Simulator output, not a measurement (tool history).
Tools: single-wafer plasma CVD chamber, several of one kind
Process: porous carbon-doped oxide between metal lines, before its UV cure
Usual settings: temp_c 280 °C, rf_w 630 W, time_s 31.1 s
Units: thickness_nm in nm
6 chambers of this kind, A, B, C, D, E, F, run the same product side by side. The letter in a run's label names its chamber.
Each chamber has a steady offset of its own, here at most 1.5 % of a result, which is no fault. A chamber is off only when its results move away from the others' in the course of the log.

| run | hour | temp_c | rf_w | time_s | hours since the last thermocouple change | hours since the last RF generator calibration | read-back reference wafer on the same gauge, thickness_nm | thickness_nm |
|---|---|---|---|---|---|---|---|---|
| 1F | 7 | 280 | 630 | 31.1 | 1789 | 201.4 | 215.86 | 219.12 |
| 2A | 13.9 | 280 | 630 | 31.1 | 107.1 | 726.3 | 216.25 | 219.89 |
| 3D | 19 | 280 | 630 | 31.1 | 435.3 | 891.5 | 215.91 | 218.03 |
|  | 22.3 | chamber E: thermocouple changed; heater temperature recalibrated |
| 4B | 22.6 | 280 | 630 | 31.1 | 578.9 | 380.5 | 215.9 | 219.43 |
| 5C | 28.7 | 280 | 630 | 31.1 | 2106.9 | 151.5 | 216.21 | 222.03 |
| 6E | 32.1 | 280 | 630 | 31.1 | 9.8 | 609.4 | 216.21 | 220.42 |
| 7D | 37.6 | 280 | 630 | 31.1 | 453.9 | 910.1 | 216.15 | 219.14 |
| 8B | 43.9 | 280 | 630 | 28.4 | 600.2 | 401.8 | 215.93 | 202.16 |
| 9A | 49.5 | 280 | 630 | 28.4 | 142.7 | 761.9 | 216.06 | 203.26 |
| 10E | 54.2 | 280 | 630 | 28.4 | 31.9 | 631.5 | 216.34 | 200.54 |
| 11C | 60 | 280 | 630 | 28.4 | 2138.2 | 182.8 | 215.96 | 201.32 |
| 12F | 66 | 280 | 630 | 28.4 | 1848 | 260.4 | 215.93 | 199.72 |
| 13C | 72.2 | 280 | 630 | 28.4 | 2150.4 | 195 | 215.89 | 202.69 |
| 14A | 76.3 | 280 | 580 | 28 | 169.5 | 788.7 | 216.1 | 190.74 |
| 15D | 81.3 | 280 | 580 | 28 | 497.6 | 953.8 | 215.98 | 187.74 |
| 16E | 86 | 280 | 580 | 28 | 63.7 | 663.3 | 216.04 | 190.19 |
| 17F | 89.5 | 280 | 580 | 28 | 1871.5 | 283.9 | 215.83 | 186.72 |
| 18B | 93.8 | 280 | 580 | 28 | 650.1 | 451.7 | 216.03 | 189.83 |
| 19B | 99.7 | 280 | 580 | 28 | 656 | 457.6 | 215.75 | 188.53 |
| 20E | 103.2 | 280 | 630 | 31.1 | 80.9 | 680.5 | 216.24 | 220.01 |
| 21C | 108.4 | 280 | 630 | 31.1 | 2186.6 | 231.2 | 216.08 | 219.53 |
| 22F | 115.2 | 280 | 630 | 31.1 | 1897.2 | 309.6 | 215.94 | 219.81 |
|  | 121.8 | chamber F: thermocouple changed; heater temperature recalibrated |
| 23D | 122.2 | 280 | 630 | 31.1 | 538.5 | 994.7 | 216 | 220.45 |
| 24A | 126.4 | 280 | 630 | 31.1 | 219.6 | 838.8 | 216.01 | 221.55 |
| 25F | 131 | 280 | 630 | 31.1 | 9.2 | 325.4 | 215.84 | 211.49 |
| 26C | 136.6 | 280 | 630 | 31.1 | 2214.8 | 259.4 | 215.96 | 221.9 |
| 27B | 140.5 | 280 | 630 | 31.1 | 696.8 | 498.4 | 216.11 | 220.66 |
| 28A | 147.3 | 280 | 630 | 31.1 | 240.5 | 859.7 | 216.06 | 221.21 |
| 29D | 150.9 | 280 | 630 | 31.1 | 567.2 | 1023.4 | 216.27 | 218.84 |
| 30E | 157.4 | 280 | 630 | 31.1 | 135.1 | 734.7 | 215.91 | 220.65 |
| 31B | 164.6 | 280 | 720 | 28.7 | 720.9 | 522.5 | 215.88 | 222.49 |
| 32D | 171 | 280 | 720 | 28.7 | 587.3 | 1043.5 | 216.28 | 220.5 |
| 33E | 176.5 | 280 | 720 | 28.7 | 154.2 | 753.8 | 216.05 | 221.26 |
| 34C | 183 | 280 | 720 | 28.7 | 2261.2 | 305.8 | 215.96 | 222.64 |
| 35A | 187.9 | 280 | 720 | 28.7 | 281.1 | 900.3 | 216.23 | 223.16 |
| 36F | 191.3 | 280 | 720 | 28.7 | 69.5 | 385.7 | 215.91 | 214.31 |
| 37F | 195.5 | 280 | 630 | 31.1 | 73.7 | 389.9 | 216.07 | 210.48 |

What goes on in this fleet: one chamber off, a drifting gauge, or nothing beyond the chambers' own small offsets? Name the chamber and the cause, if any.

A service left chamber F off against the others.
Cause: wafer temperature above the value expected at the setpoint (K) = 4.69.

Here are 4 candidates for chamber F's next run, each the usual settings with a change, their results left as question marks. Which one brings its results back in line with what the others give on the usual settings?
In line means no further than this from the other chambers' mean on the usual settings: thickness_nm 3.5 nm
| 38F-1 | 200.6 | 280 | 630 | 32.5 |  |  |  | ? |
| 38F-2 | 200.6 | 280 | 645 | 31.1 |  |  |  | ? |
| 38F-3 | 200.6 | 280 | 625 | 30.8 |  |  |  | ? |
| 38F-4 | 200.6 | 287 | 630 | 31.1 |  |  |  | ? |

The other chambers' mean on the usual settings: thickness_nm 220.34 nm
| run | thickness_nm |
|---|---|
| 38F-1 | 220.7 |
| 38F-2 | 214.8 |
| 38F-3 | 208.38 |
| 38F-4 | 202.69 |
38F-1 brings the chamber back in line.

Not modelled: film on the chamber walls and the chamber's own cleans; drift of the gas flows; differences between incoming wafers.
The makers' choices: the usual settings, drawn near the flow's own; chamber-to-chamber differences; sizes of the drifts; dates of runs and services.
